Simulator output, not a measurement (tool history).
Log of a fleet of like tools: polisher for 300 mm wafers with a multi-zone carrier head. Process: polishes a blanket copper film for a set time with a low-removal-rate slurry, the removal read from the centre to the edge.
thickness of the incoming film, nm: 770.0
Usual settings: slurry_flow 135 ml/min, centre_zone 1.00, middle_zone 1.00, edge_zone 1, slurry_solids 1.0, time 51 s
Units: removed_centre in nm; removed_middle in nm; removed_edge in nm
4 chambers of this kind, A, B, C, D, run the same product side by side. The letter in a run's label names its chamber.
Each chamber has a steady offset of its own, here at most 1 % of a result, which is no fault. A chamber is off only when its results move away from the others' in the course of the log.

run	hour	slurry_flow	centre_zone	middle_zone	edge_zone	slurry_solids	time	removed_centre	removed_middle	removed_edge
1B	10.9	135	1.00	1.00	1	1.0	51	175.00	176.44	177.77
# hour 12.9: chamber D: slurry nozzle cleaned
# hour 18.2: chamber A: slurry nozzle cleaned
# hour 20.6: chamber B: worn pad replaced by a new one
2C	20.6	135	1.00	1.00	1	1.0	51	175.69	176.55	177.31
# hour 21.0: chamber D: worn pad replaced by a new one
3A	27.3	135	1.00	1.00	1	1.0	51	178.02	173.94	172.85
4D	33.3	135	1.00	1.00	1	1.0	51	175.12	180.96	177.34
5A	41.1	135	1.00	1.00	1	1.0	51	175.26	177.25	174.25
6D	48.8	135	1.00	1.00	1	1.0	51	177.47	174.69	177.56
7B	56.6	135	1.00	1.00	1	1.0	51	176.49	176.82	176.21
8C	62.4	135	1.00	1.00	1	1.0	51	179.65	176.45	177.72
# hour 63.7: chamber A: worn pad replaced by a new one
9C	69.7	135	1.00	1.00	1	1.0	51	178.37	175.29	176.57
10A	78.8	135	0.90	1.00	1	1.0	62	191.97	212.78	215.11
11B	90.2	135	0.90	1.00	1	1.0	62	190.06	213.47	212.92
12D	96.2	135	0.90	1.00	1	1.0	62	191.04	216.47	214.23
# hour 100.9: chamber D: centre zone pressure recalibrated
13A	101.9	135	0.90	1.00	1	1.0	62	193.09	213.64	212.36
14B	109.4	135	1.00	1.00	1	1.0	51	176.43	177.90	178.72
15C	120.1	135	1.00	1.00	1	1.0	51	176.24	172.87	178.53
16D	126.6	135	1.00	1.00	1	1.0	51	177.89	177.06	177.94
# hour 129.2: chamber B: worn pad replaced by a new one
17B	136.3	135	1.00	1.00	1	1.0	51	175.49	177.82	175.89
# hour 141.0: chamber D: worn pad replaced by a new one
18C	142.2	135	1.00	1.00	1	1.0	51	175.41	173.25	177.12
19A	151.1	135	1.00	1.00	1	0.9	51	173.51	170.85	172.16
# hour 160.8: chamber A: worn pad replaced by a new one
20D	161.1	135	1.00	1.00	1	0.9	51	170.46	171.89	173.84
21A	167.6	135	1.00	1.00	1	0.9	51	173.30	173.53	170.70
22C	173.8	135	1.00	1.00	1	0.9	51	169.92	168.22	171.15
23D	182.9	135	1.00	1.00	1	1.0	51	174.75	180.38	176.10
24B	188.8	135	1.00	1.00	1	1.0	51	177.34	175.07	177.99
25A	198.4	135	1.00	1.00	1	1.0	51	177.11	174.91	174.44
# hour 205.7: chamber B: slurry nozzle cleaned
26D	208.3	135	1.00	1.00	1	1.0	51	177.56	178.83	176.02
27C	218.6	135	1.00	1.00	1	1.0	51	173.00	172.29	173.25
28B	226.7	135	1.00	1.00	1	1.0	51	176.95	174.82	176.05
29D	234.2	135	1.00	1.00	1	1.0	51	176.31	179.64	177.42
# hour 238.6: chamber B: worn pad replaced by a new one
30A	244.4	135	1.00	1.00	1	1.0	51	176.30	176.00	174.91
31B	255.8	135	0.89	0.91	1	1.0	51	153.35	162.67	175.68
# hour 257.2: chamber C: slurry nozzle cleaned
# hour 261.3: chamber A: worn pad replaced by a new one
32C	261.6	135	0.89	0.91	1	1.0	51	151.44	157.68	170.41
33D	270.7	135	0.89	0.91	1	1.0	51	156.38	160.09	177.04
# hour 275.6: chamber D: worn pad replaced by a new one
34A	276.6	135	0.89	0.91	1	1.0	51	155.04	160.09	176.41
35B	282.6	135	1.00	1.00	1	1.0	51	175.41	181.17	174.63
36C	289.8	135	1.00	1.00	1	1.0	51	169.44	168.67	169.71
37A	301.9	135	1.00	1.00	1	1.0	51	175.27	173.43	175.06
38C	309.8	135	1.00	1.00	1	1.0	51	169.04	169.05	168.34
# hour 317.4: chamber A: slurry nozzle cleaned
# hour 317.5: chamber A: edge zone pressure recalibrated
39D	322.2	135	1.00	1.00	1	1.0	51	178.14	178.88	177.14
# hour 327.6: chamber B: worn pad replaced by a new one
40B	330.4	135	1.00	1.00	1	1.0	51	177.71	179.13	175.77
41D	339.4	135	1.00	1.00	1	1.0	51	175.34	178.78	178.44
42B	346.9	135	1.06	1.00	1	1.0	51	187.55	176.78	175.14
43A	358.6	135	1.06	1.00	1	1.0	51	187.11	174.08	175.33

All 4 chambers run these settings next. Forecast each chamber's results:
44A	367.7	135	1.00	1.00	1	1.0	51	?	?	?
44B	367.7	135	1.00	1.00	1	1.0	51	?	?	?
44C	367.7	135	1.00	1.00	1	1.0	51	?	?	?
44D	367.7	135	1.00	1.00	1	1.0	51	?	?	?

run	removed_centre	removed_middle	removed_edge
44A	174.14	175.31	174.60
44B	176.22	178.95	175.97
44C	166.22	165.63	165.88
44D	176.05	179.48	177.49

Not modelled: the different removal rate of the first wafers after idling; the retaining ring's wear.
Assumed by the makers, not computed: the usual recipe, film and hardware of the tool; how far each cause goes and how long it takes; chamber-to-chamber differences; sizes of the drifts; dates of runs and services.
